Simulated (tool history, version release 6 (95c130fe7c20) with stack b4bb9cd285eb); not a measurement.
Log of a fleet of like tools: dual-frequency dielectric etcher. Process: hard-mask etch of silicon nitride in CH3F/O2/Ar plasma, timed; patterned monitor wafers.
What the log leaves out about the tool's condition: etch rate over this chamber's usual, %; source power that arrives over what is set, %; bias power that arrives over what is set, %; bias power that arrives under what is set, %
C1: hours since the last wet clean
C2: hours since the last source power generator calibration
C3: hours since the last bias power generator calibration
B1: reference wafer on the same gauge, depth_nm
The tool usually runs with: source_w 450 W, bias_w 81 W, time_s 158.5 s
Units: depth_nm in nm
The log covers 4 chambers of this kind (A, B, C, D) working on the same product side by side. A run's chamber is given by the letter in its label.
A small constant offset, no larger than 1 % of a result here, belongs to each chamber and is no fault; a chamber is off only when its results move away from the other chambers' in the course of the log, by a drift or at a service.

Run 1D, hour 4.0: usual settings; C1 265.7; C2 1374.8; C3 1657.1; B1 101.00. Result: depth_nm 120.81 nm.
Run 2C, hour 9.0: usual settings; C1 241.5; C2 3533.6; C3 2851.6; B1 100.97. Result: depth_nm 121.16 nm.
Run 3A, hour 13.0: usual settings; C1 519.4; C2 516.3; C3 896.2; B1 100.97. Result: depth_nm 120.90 nm.
Run 4B, hour 17.0: usual settings; C1 39.4; C2 144.8; C3 738.2; B1 100.95. Result: depth_nm 120.08 nm.
Run 5A, hour 22.7: usual settings; C1 529.1; C2 526.0; C3 905.9; B1 100.97. Result: depth_nm 121.12 nm.
Run 6D, hour 28.6: usual settings; C1 290.3; C2 1399.4; C3 1681.7; B1 100.90. Result: depth_nm 120.56 nm.
Run 7C, hour 32.5: usual settings; C1 265.0; C2 3557.1; C3 2875.1; B1 100.91. Result: depth_nm 120.96 nm.
Run 8B, hour 38.3: usual settings; C1 60.7; C2 166.1; C3 759.5; B1 100.94. Result: depth_nm 119.72 nm.
Run 9C, hour 44.1: usual settings; C1 276.6; C2 3568.7; C3 2886.7; B1 100.87. Result: depth_nm 120.80 nm.
Run 10D, hour 46.9: usual settings; C1 308.6; C2 1417.7; C3 1700.0; B1 100.88. Result: depth_nm 120.58 nm.
Run 11A, hour 52.4: usual settings; C1 558.8; C2 555.7; C3 935.6; B1 100.89. Result: depth_nm 120.88 nm.
Run 12B, hour 57.9: usual settings; C1 80.3; C2 185.7; C3 779.1; B1 100.87. Result: depth_nm 119.65 nm.
Run 13D, hour 61.2: usual settings; C1 322.9; C2 1432.0; C3 1714.3; B1 100.85. Result: depth_nm 120.35 nm.
Run 14B, hour 65.6: usual settings but bias_w 94 W, time_s 136.0 s; C1 88.0; C2 193.4; C3 786.8; B1 100.86. Result: depth_nm 108.30 nm.
At hour 68.4: chamber A: wet clean of the chamber.
Run 15A, hour 69.3: usual settings but bias_w 94 W, time_s 136.0 s; C1 0.9; C2 572.6; C3 952.5; B1 100.81. Result: depth_nm 109.17 nm.
Run 16C, hour 72.4: usual settings but bias_w 94 W, time_s 136.0 s; C1 304.9; C2 3597.0; C3 2915.0; B1 100.84. Result: depth_nm 109.32 nm.
Run 17B, hour 77.2: usual settings but bias_w 94 W, time_s 136.0 s; C1 99.6; C2 205.0; C3 798.4; B1 100.83. Result: depth_nm 108.62 nm.
Run 18D, hour 80.2: usual settings; C1 341.9; C2 1451.0; C3 1733.3; B1 100.80. Result: depth_nm 120.43 nm.
Run 19A, hour 83.0: usual settings; C1 14.6; C2 586.3; C3 966.2; B1 100.79. Result: depth_nm 120.43 nm.
Run 20C, hour 86.0: usual settings but source_w 360 W, time_s 200.5 s; C1 318.5; C2 3610.6; C3 2928.6; B1 100.81. Result: depth_nm 140.48 nm.
Run 21A, hour 90.3: usual settings but source_w 360 W, time_s 200.5 s; C1 21.9; C2 593.6; C3 973.5; B1 100.79. Result: depth_nm 140.46 nm.
Run 22D, hour 93.2: usual settings but source_w 360 W, time_s 200.5 s; C1 354.9; C2 1464.0; C3 1746.3; B1 100.78. Result: depth_nm 140.31 nm.
Run 23C, hour 97.2: usual settings but source_w 360 W, time_s 200.5 s; C1 329.7; C2 3621.8; C3 2939.8; B1 100.73. Result: depth_nm 140.40 nm.
Run 24B, hour 102.3: usual settings but bias_w 75 W; C1 124.7; C2 230.1; C3 823.5; B1 100.76. Result: depth_nm 116.32 nm.
Run 25B, hour 107.2: usual settings but bias_w 75 W; C1 129.6; C2 235.0; C3 828.4; B1 100.74. Result: depth_nm 116.30 nm.
Run 26C, hour 111.3: usual settings but bias_w 75 W; C1 343.8; C2 3635.9; C3 2953.9; B1 100.74. Result: depth_nm 117.80 nm.
At hour 112.6: chamber C: wet clean of the chamber.
Run 27A, hour 117.4: usual settings but bias_w 75 W; C1 49.0; C2 620.7; C3 1000.6; B1 100.70. Result: depth_nm 117.34 nm.
Run 28D, hour 121.5: usual settings; C1 383.2; C2 1492.3; C3 1774.6; B1 100.70. Result: depth_nm 120.41 nm.
Run 29B, hour 125.9: usual settings but bias_w 69 W; C1 148.3; C2 253.7; C3 847.1; B1 100.70. Result: depth_nm 113.03 nm.
Run 30A, hour 129.3: usual settings but bias_w 69 W; C1 60.9; C2 632.6; C3 1012.5; B1 100.68. Result: depth_nm 114.20 nm.
Run 31C, hour 132.9: usual settings but bias_w 69 W; C1 20.4; C2 3657.5; C3 2975.5; B1 100.71. Result: depth_nm 114.40 nm.
At hour 134.0: chamber D: wet clean of the chamber.
Run 32D, hour 139.0: usual settings but bias_w 69 W; C1 5.1; C2 1509.8; C3 1792.1; B1 100.69. Result: depth_nm 113.88 nm.
Run 33B, hour 144.7: usual settings; C1 167.1; C2 272.5; C3 865.9; B1 100.65. Result: depth_nm 119.46 nm.
Run 34C, hour 147.6: usual settings but source_w 560 W, time_s 187.0 s; C1 35.1; C2 3672.2; C3 2990.2; B1 100.67. Result: depth_nm 154.91 nm.
Run 35A, hour 152.3: usual settings but source_w 560 W, time_s 187.0 s; C1 83.9; C2 655.6; C3 1035.5; B1 100.63. Result: depth_nm 154.44 nm.
Run 36D, hour 158.4: usual settings but source_w 560 W, time_s 187.0 s; C1 24.5; C2 1529.2; C3 1811.5; B1 100.63. Result: depth_nm 153.83 nm.
Run 37D, hour 163.3: usual settings but source_w 560 W, time_s 187.0 s; C1 29.4; C2 1534.1; C3 1816.4; B1 100.60. Result: depth_nm 154.23 nm.
Run 38B, hour 169.4: usual settings; C1 191.8; C2 297.2; C3 890.6; B1 100.58. Result: depth_nm 119.31 nm.
Run 39C, hour 173.4: usual settings; C1 60.9; C2 3698.0; C3 3016.0; B1 100.59. Result: depth_nm 120.78 nm.
Run 40A, hour 178.5: usual settings; C1 110.1; C2 681.8; C3 1061.7; B1 100.59. Result: depth_nm 120.37 nm.
Run 41A, hour 182.1: usual settings; C1 113.7; C2 685.4; C3 1065.3; B1 100.55. Result: depth_nm 120.41 nm.
Run 42B, hour 185.0: usual settings; C1 207.4; C2 312.8; C3 906.2; B1 100.60. Result: depth_nm 119.55 nm.
Run 43D, hour 187.9: usual settings; C1 54.0; C2 1558.7; C3 1841.0; B1 100.56. Result: depth_nm 119.74 nm.

Which is it: a chamber that has drifted or been left off by a service, a gauge drift common to all chambers, or only each chamber's usual small offset? If a chamber is off, name it and its likeliest cause.

The gauge drifts, so all chambers seem to drift together. No chamber is off.
What lies behind it: gauge reads low (%) = 0.456.
